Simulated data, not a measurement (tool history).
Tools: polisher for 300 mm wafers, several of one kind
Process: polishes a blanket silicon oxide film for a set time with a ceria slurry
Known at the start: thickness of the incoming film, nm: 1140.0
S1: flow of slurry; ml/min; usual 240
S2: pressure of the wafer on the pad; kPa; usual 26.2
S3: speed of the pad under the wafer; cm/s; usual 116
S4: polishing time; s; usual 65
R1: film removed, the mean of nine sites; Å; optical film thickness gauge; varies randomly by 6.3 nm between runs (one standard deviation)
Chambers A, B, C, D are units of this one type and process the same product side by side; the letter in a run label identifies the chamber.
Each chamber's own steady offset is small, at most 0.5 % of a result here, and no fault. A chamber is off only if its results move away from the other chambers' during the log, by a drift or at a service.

{"run": "1B", "day": 0.317, "S1": 240, "S2": 26.2, "S3": 116, "S4": 65, "R1": 4379.1}
{"day": 0.346, "done": "chamber D: worn pad replaced by a new one"}
{"day": 0.396, "done": "chamber B: slurry nozzle cleaned"}
{"day": 0.833, "done": "chamber B: worn pad replaced by a new one"}
{"run": "2D", "day": 0.888, "S1": 240, "S2": 26.2, "S3": 116, "S4": 65, "R1": 4374.6}
{"run": "3A", "day": 1.333, "S1": 240, "S2": 26.2, "S3": 116, "S4": 65, "R1": 4393.4}
{"day": 1.367, "done": "chamber A: slurry nozzle cleaned"}
{"run": "4C", "day": 1.658, "S1": 240, "S2": 26.2, "S3": 116, "S4": 65, "R1": 4372.6}
{"day": 1.712, "done": "chamber A: worn pad replaced by a new one"}
{"day": 1.967, "done": "chamber C: worn pad replaced by a new one"}
{"run": "5C", "day": 2.046, "S1": 240, "S2": 22.1, "S3": 116, "S4": 80, "R1": 4556.9}
{"run": "6A", "day": 2.462, "S1": 240, "S2": 22.1, "S3": 116, "S4": 80, "R1": 4520.5}
{"run": "7B", "day": 2.833, "S1": 240, "S2": 22.1, "S3": 116, "S4": 80, "R1": 4671.6}
{"day": 2.9, "done": "chamber D: slurry nozzle cleaned"}
{"run": "8D", "day": 3.304, "S1": 240, "S2": 22.1, "S3": 116, "S4": 80, "R1": 4542.9}
{"run": "9B", "day": 3.588, "S1": 240, "S2": 26.2, "S3": 116, "S4": 65, "R1": 4405.2}
{"day": 3.767, "done": "chamber B: worn pad replaced by a new one"}
{"run": "10C", "day": 3.862, "S1": 240, "S2": 26.2, "S3": 136, "S4": 65, "R1": 5033}
{"run": "11A", "day": 4.321, "S1": 240, "S2": 26.2, "S3": 136, "S4": 65, "R1": 5133}
{"run": "12D", "day": 4.888, "S1": 240, "S2": 26.2, "S3": 136, "S4": 65, "R1": 5208.4}
{"run": "13B", "day": 5.167, "S1": 240, "S2": 26.2, "S3": 136, "S4": 65, "R1": 5094.8}
{"day": 5.283, "done": "chamber A: head pressure recalibrated"}
{"run": "14C", "day": 5.483, "S1": 240, "S2": 26.2, "S3": 116, "S4": 65, "R1": 4444.7}
{"run": "15A", "day": 5.858, "S1": 240, "S2": 26.2, "S3": 116, "S4": 65, "R1": 4383}
{"day": 6.375, "done": "chamber B: worn pad replaced by a new one"}
{"run": "16D", "day": 6.438, "S1": 240, "S2": 26.2, "S3": 116, "S4": 65, "R1": 4357.5}
{"day": 6.512, "done": "chamber D: worn pad replaced by a new one"}
{"run": "17C", "day": 6.883, "S1": 240, "S2": 26.2, "S3": 116, "S4": 65, "R1": 4238.3}
{"day": 6.938, "done": "chamber A: worn pad replaced by a new one"}
{"day": 7.154, "done": "chamber D: head pressure recalibrated"}
{"run": "18D", "day": 7.429, "S1": 240, "S2": 26.2, "S3": 116, "S4": 65, "R1": 4457.2}
{"run": "19B", "day": 7.917, "S1": 240, "S2": 26.2, "S3": 116, "S4": 65, "R1": 4386.5}
{"day": 8.225, "done": "chamber C: worn pad replaced by a new one"}
{"run": "20A", "day": 8.5, "S1": 240, "S2": 26.2, "S3": 116, "S4": 65, "R1": 4307.5}
{"day": 8.538, "done": "chamber B: slurry nozzle cleaned"}
{"run": "21D", "day": 8.775, "S1": 240, "S2": 26.2, "S3": 116, "S4": 65, "R1": 4425.4}
{"day": 8.796, "done": "chamber B: worn pad replaced by a new one"}
{"run": "22A", "day": 9.308, "S1": 240, "S2": 26.2, "S3": 116, "S4": 65, "R1": 4388.7}
{"run": "23B", "day": 9.825, "S1": 240, "S2": 26.2, "S3": 116, "S4": 65, "R1": 4305}
{"run": "24C", "day": 10.312, "S1": 240, "S2": 26.2, "S3": 116, "S4": 65, "R1": 4044.2}
{"run": "25D", "day": 10.783, "S1": 240, "S2": 33.1, "S3": 116, "S4": 65, "R1": 5593.2}
{"day": 11.142, "done": "chamber B: worn pad replaced by a new one"}
{"run": "26B", "day": 11.229, "S1": 240, "S2": 33.1, "S3": 116, "S4": 65, "R1": 5513.9}
{"run": "27A", "day": 11.754, "S1": 240, "S2": 33.1, "S3": 116, "S4": 65, "R1": 5520.3}
{"run": "28C", "day": 12.083, "S1": 240, "S2": 33.1, "S3": 116, "S4": 65, "R1": 5126.6}
{"day": 12.292, "done": "chamber D: worn pad replaced by a new one"}
{"run": "29B", "day": 12.508, "S1": 240, "S2": 26.2, "S3": 116, "S4": 65, "R1": 4420.4}
{"run": "30C", "day": 12.971, "S1": 240, "S2": 26.2, "S3": 116, "S4": 86, "R1": 5135.9}
{"run": "31D", "day": 13.467, "S1": 240, "S2": 26.2, "S3": 116, "S4": 86, "R1": 5761.1}

Each of the 4 chambers runs these same settings next. Fill in every chamber's results:
{"run": "32A", "day": 13.883, "S1": 240, "S2": 26.2, "S3": 116, "S4": 65, "R1": "?"}
{"run": "32B", "day": 13.883, "S1": 240, "S2": 26.2, "S3": 116, "S4": 65, "R1": "?"}
{"run": "32C", "day": 13.883, "S1": 240, "S2": 26.2, "S3": 116, "S4": 65, "R1": "?"}
{"run": "32D", "day": 13.883, "S1": 240, "S2": 26.2, "S3": 116, "S4": 65, "R1": "?"}

run=32A R1=4300.7
run=32B R1=4371.4
run=32C R1=3928.2
run=32D R1=4375.6
